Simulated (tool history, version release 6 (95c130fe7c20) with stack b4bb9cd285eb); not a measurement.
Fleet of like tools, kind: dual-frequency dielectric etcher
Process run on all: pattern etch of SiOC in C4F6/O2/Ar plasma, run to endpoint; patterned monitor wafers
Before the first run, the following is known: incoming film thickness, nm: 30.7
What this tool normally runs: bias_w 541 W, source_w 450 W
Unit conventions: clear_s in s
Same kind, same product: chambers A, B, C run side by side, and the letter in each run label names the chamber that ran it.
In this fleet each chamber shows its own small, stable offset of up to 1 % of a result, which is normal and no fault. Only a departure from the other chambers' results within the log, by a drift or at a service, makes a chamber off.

run	hour	bias_w	source_w	clear_s
1C	2.4	541	450	9.4682
2B	4.8	541	450	9.5631
3A	9.9	541	450	9.6871
4B	13.7	541	450	9.6294
5A	17.9	541	450	9.6532
6C	22.3	541	450	9.5185
7C	25.7	541	450	9.4719
8A	28.9	652	350	9.9377
9B	34.1	652	350	9.8038
10A	36.6	652	350	9.9420
11C	40.9	541	450	9.4948
12B	45.9	541	450	9.5531
13A	50.9	541	450	9.6941
14C	55.9	541	450	9.4661
15B	58.6	541	450	9.5559
16B	63.5	541	450	9.5751
17C	66.4	541	450	9.5220
18A	71.6	475	450	10.2720
19C	76.9	475	450	9.9610
20A	81.9	475	450	10.3180
21B	86.1	541	450	9.5509
22A	89.5	541	450	9.8538
23B	92.3	541	450	9.5686
24C	94.9	541	450	9.5087
25A	99.7	541	450	9.8353
26C	102.9	541	450	9.5694
27B	105.3	541	450	9.5854
28C	107.9	541	450	9.4671
29A	112.1	541	450	9.9450
30B	116.1	541	450	9.6174
31B	119.3	541	450	9.5812
32A	124.4	541	450	9.9306
33C	128.2	541	450	9.4784
34C	132.7	541	450	9.4484
# hour 132.8: chamber C: wet clean of the chamber
35B	137.5	541	450	9.5900
36A	142.6	541	450	9.8838
37C	146.5	541	450	9.4919
38B	148.9	541	450	9.5225
39A	152.9	541	450	9.9858

All 3 chambers run these settings next. Forecast each chamber's results:
40A	156.7	541	450	?
40B	156.7	541	450	?
40C	156.7	541	450	?

run	clear_s
40A	10.0710
40B	9.6093
40C	9.5061

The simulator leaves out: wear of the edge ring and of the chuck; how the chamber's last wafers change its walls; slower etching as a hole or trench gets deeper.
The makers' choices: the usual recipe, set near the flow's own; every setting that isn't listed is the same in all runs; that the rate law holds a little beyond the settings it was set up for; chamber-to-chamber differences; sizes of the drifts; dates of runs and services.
